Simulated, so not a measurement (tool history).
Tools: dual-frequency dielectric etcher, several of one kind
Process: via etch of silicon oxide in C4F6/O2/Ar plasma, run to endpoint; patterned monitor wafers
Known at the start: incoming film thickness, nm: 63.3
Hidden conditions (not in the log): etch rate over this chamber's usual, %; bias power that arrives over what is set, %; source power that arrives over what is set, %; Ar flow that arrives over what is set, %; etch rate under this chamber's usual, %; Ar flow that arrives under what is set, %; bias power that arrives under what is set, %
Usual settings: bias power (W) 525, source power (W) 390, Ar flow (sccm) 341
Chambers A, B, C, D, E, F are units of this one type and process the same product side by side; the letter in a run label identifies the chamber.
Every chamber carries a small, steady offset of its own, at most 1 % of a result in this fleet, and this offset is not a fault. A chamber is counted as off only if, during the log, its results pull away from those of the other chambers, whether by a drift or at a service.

run,hour,bias power (W),source power (W),Ar flow (sccm),hours since the last wet clean,hours since the last bias power generator calibration,hours since the last source power generator calibration,hours since the last Ar flow controller change,endpoint time (s)
1B,4.7,525,390,341,69.0,4491.9,4276.3,625.9,14.064
# hour 8.6: chamber D: wet clean of the chamber
2D,14.0,525,390,341,5.4,4817.2,1781.8,378.6,13.985
# hour 20.0: chamber B: source power generator calibrated
3A,23.4,525,390,341,456.4,2447.7,1943.2,2754.0,13.943
4C,30.2,525,390,341,101.6,251.3,1535.2,72.4,13.852
5E,38.7,525,390,341,344.3,2054.0,150.6,876.6,13.824
6F,47.1,525,390,341,528.5,93.0,120.7,1794.6,14.002
7A,54.3,525,390,341,487.3,2478.6,1974.1,2784.9,13.803
# hour 60.3: chamber A: wet clean of the chamber
8B,62.3,525,390,341,126.6,4549.5,42.3,683.5,13.967
9C,68.1,525,390,341,139.5,289.2,1573.1,110.3,14.044
10D,76.8,525,390,341,68.2,4880.0,1844.6,441.4,13.865
# hour 82.2: chamber F: wet clean of the chamber
11F,85.5,613,390,341,3.4,131.4,159.1,1833.0,13.265
12E,94.3,613,390,341,399.9,2109.6,206.2,932.2,13.372
13B,100.4,613,390,341,164.7,4587.6,80.4,721.6,13.123
14E,107.1,613,390,341,412.7,2122.4,219.0,945.0,13.478
15A,112.2,613,390,341,51.9,2536.5,2032.0,2842.8,13.141
16D,117.8,613,390,341,109.2,4921.0,1885.6,482.4,13.111
17C,123.2,525,390,341,194.6,344.3,1628.2,165.4,14.026
18F,131.3,525,390,341,49.2,177.2,204.9,1878.8,13.992
# hour 134.6: chamber D: bias power generator calibrated
19F,137.4,525,390,341,55.3,183.3,211.0,1884.9,13.927
20A,142.3,454,360,341,82.0,2566.6,2062.1,2872.9,15.167
21D,148.6,454,360,341,140.0,14.1,1916.4,513.2,15.154
22B,155.0,454,360,341,219.3,4642.2,135.0,776.2,15.224
23E,160.4,454,360,341,466.0,2175.7,272.3,998.3,15.618
24C,166.1,454,360,341,237.5,387.2,1671.1,208.3,15.209
25E,173.8,454,360,341,479.4,2189.1,285.7,1011.7,15.800
26B,181.4,525,390,341,245.7,4668.6,161.4,802.6,14.062
27A,186.8,525,390,341,126.5,2611.1,2106.6,2917.4,13.853
28F,192.6,633,420,341,110.5,238.5,266.2,1940.1,12.627
29D,201.4,633,420,341,192.8,66.9,1969.2,566.0,12.711
# hour 205.7: chamber F: Ar flow controller replaced
30C,208.7,633,420,341,280.1,429.8,1713.7,250.9,12.706
31F,215.8,633,420,341,133.7,261.7,289.4,10.2,12.714
32C,225.0,633,420,341,296.4,446.1,1730.0,267.2,12.688
33E,232.9,633,420,341,538.5,2248.2,344.8,1070.8,13.290
34D,237.2,525,390,291,228.6,102.7,2005.0,601.8,13.713
# hour 239.7: chamber B: bias power generator calibrated
35B,241.8,525,390,291,306.1,2.2,221.8,863.0,13.716
36A,251.5,525,390,291,191.2,2675.8,2171.3,2982.1,13.597
37D,261.2,525,390,291,252.6,126.7,2029.0,625.8,13.516
38F,266.2,525,390,291,184.1,312.1,339.8,60.6,13.773
39E,274.7,525,390,291,580.3,2290.0,386.6,1112.6,14.429
40C,280.2,525,390,341,351.6,501.3,1785.2,322.4,13.926
41B,286.7,525,390,341,351.0,47.1,266.7,907.9,14.098
# hour 292.3: chamber A: source power generator calibrated
42A,296.1,525,390,341,235.8,2720.4,3.8,3026.7,13.810

All chambers now run identical settings, listed one chamber a line with results as question marks. What results will each chamber show?
43A,303.1,525,450,341,,,,,?
43B,303.1,525,450,341,,,,,?
43C,303.1,525,450,341,,,,,?
43D,303.1,525,450,341,,,,,?
43E,303.1,525,450,341,,,,,?
43F,303.1,525,450,341,,,,,?

run,endpoint time (s)
43A,13.208
43B,13.331
43C,13.207
43D,13.324
43E,14.059
43F,13.423
